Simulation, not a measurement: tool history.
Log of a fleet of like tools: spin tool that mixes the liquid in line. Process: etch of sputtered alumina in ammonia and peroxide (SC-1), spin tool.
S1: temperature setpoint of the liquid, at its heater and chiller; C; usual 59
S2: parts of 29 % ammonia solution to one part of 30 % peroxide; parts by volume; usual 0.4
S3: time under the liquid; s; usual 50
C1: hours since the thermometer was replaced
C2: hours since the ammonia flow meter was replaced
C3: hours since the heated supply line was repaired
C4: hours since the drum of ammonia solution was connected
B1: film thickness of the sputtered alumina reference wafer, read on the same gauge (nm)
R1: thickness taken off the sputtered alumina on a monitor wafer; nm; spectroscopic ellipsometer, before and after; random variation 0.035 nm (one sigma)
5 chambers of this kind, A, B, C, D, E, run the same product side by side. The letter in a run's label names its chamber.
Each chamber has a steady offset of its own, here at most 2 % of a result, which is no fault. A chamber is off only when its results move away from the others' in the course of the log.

run,hour,S1,S2,S3,C1,C2,C3,C4,B1,R1
1C,9.6,59,0.4,50,1450,68.1,744.6,802.8,120.01,4.8294
2A,14.7,59,0.4,50,47,1139.1,2595.7,530.7,120.02,4.7944
3E,19.7,59,0.4,50,1614.1,370.9,2619.1,28.4,120.01,4.7323
4B,24.7,59,0.4,50,1378.8,1899,3273.2,1046.4,120.02,4.8314
5D,32.3,59,0.4,50,1166.7,1798.4,2368.7,82.6,119.99,4.7803
6D,42.5,59,0.4,50,1176.9,1808.6,2378.9,92.8,119.94,4.8125
7C,49.8,59,0.4,50,1490.2,108.3,784.8,843,120.04,4.8209
8A,59.2,59,0.4,50,91.5,1183.6,2640.2,575.2,120.04,4.7838
# hour 60.4: chamber A: new drum of ammonia solution connected
# hour 68.3: chamber B: new drum of ammonia solution connected
9B,68.3,59,0.4,50,1422.4,1942.6,3316.8,0,119.99,4.8054
10E,78.1,59,0.4,50,1672.5,429.3,2677.5,86.8,120.02,4.7238
11E,88.4,66.5,0.55,50,1682.8,439.6,2687.8,97.1,120.03,7.1838
12B,93.9,66.5,0.55,50,1448,1968.2,3342.4,25.6,120.03,7.2882
13C,101.6,66.5,0.55,50,1542,160.1,836.6,894.8,120.03,7.1879
14A,110,66.5,0.55,50,142.3,1234.4,2691,49.6,120.02,7.2446
15D,119.2,66.5,0.55,50,1253.6,1885.3,2455.6,169.5,119.94,7.3312
# hour 122.2: chamber B: heated supply line repaired
16D,127.7,59,0.4,50,1262.1,1893.8,2464.1,178,119.97,4.7984
17E,137.6,59,0.4,50,1732,488.8,2737,146.3,120.01,4.7867
18A,143.8,59,0.4,50,176.1,1268.2,2724.8,83.4,120,4.8212
19C,154.3,59,0.4,50,1594.7,212.8,889.3,947.5,120,4.8711
20B,160.4,59,0.3,50,1514.5,2034.7,38.3,92.1,120,4.712
21C,167.3,59,0.3,50,1607.7,225.8,902.3,960.5,120.02,4.6614
22D,173.8,59,0.3,50,1308.2,1939.9,2510.2,224.1,120.04,4.6638
23A,179.2,59,0.3,50,211.5,1303.6,2760.2,118.8,120.01,4.6522
24B,185.6,59,0.3,50,1539.7,2059.9,63.5,117.3,120.01,4.6551
25E,192.3,59,0.4,50,1786.7,543.5,2791.7,201,120,4.9115
26B,199.1,59,0.55,50,1553.2,2073.4,77,130.8,119.99,5.0775
27D,204.8,59,0.55,50,1339.2,1970.9,2541.2,255.1,120,5.0707
28E,214,59,0.55,50,1808.4,565.2,2813.4,222.7,120.01,5.0882
29C,223.1,59,0.55,50,1663.5,281.6,958.1,1016.3,120.05,4.9659
30A,229.6,59,0.55,50,261.9,1354,2810.6,169.2,120.02,4.9804
31E,237.9,59,0.4,50,1832.3,589.1,2837.3,246.6,119.96,4.9409
# hour 243: chamber E: new drum of ammonia solution connected
32D,248,59,0.4,50,1382.4,2014.1,2584.4,298.3,119.97,4.8536
33A,257.5,59,0.4,50,289.8,1381.9,2838.5,197.1,120.01,4.8219
34B,262.4,59,0.4,50,1616.5,2136.7,140.3,194.1,119.98,4.8666
35C,267.4,59,0.4,50,1707.8,325.9,1002.4,1060.6,120,4.7909
36B,272.4,65.5,0.55,50,1626.5,2146.7,150.3,204.1,120.02,6.9168
37A,282.1,65.5,0.55,50,314.4,1406.5,2863.1,221.7,120.02,6.8549
38E,288.5,65.5,0.55,50,1882.9,639.7,2887.9,45.5,119.99,7.2755
39D,295.2,65.5,0.55,50,1429.6,2061.3,2631.6,345.5,120,6.9578
40C,304,65.5,0.55,50,1744.4,362.5,1039,1097.2,119.99,6.8984
41C,312.8,59,0.4,70,1753.2,371.3,1047.8,1106,119.96,6.7561

Next, every chamber runs the same settings. What will each give?
42A,320.8,63.5,0.4,50,,,,,,?
42B,320.8,63.5,0.4,50,,,,,,?
42C,320.8,63.5,0.4,50,,,,,,?
42D,320.8,63.5,0.4,50,,,,,,?
42E,320.8,63.5,0.4,50,,,,,,?

run,R1
42A,6.0548
42B,6.1186
42C,6.0732
42D,6.0814
42E,6.5112
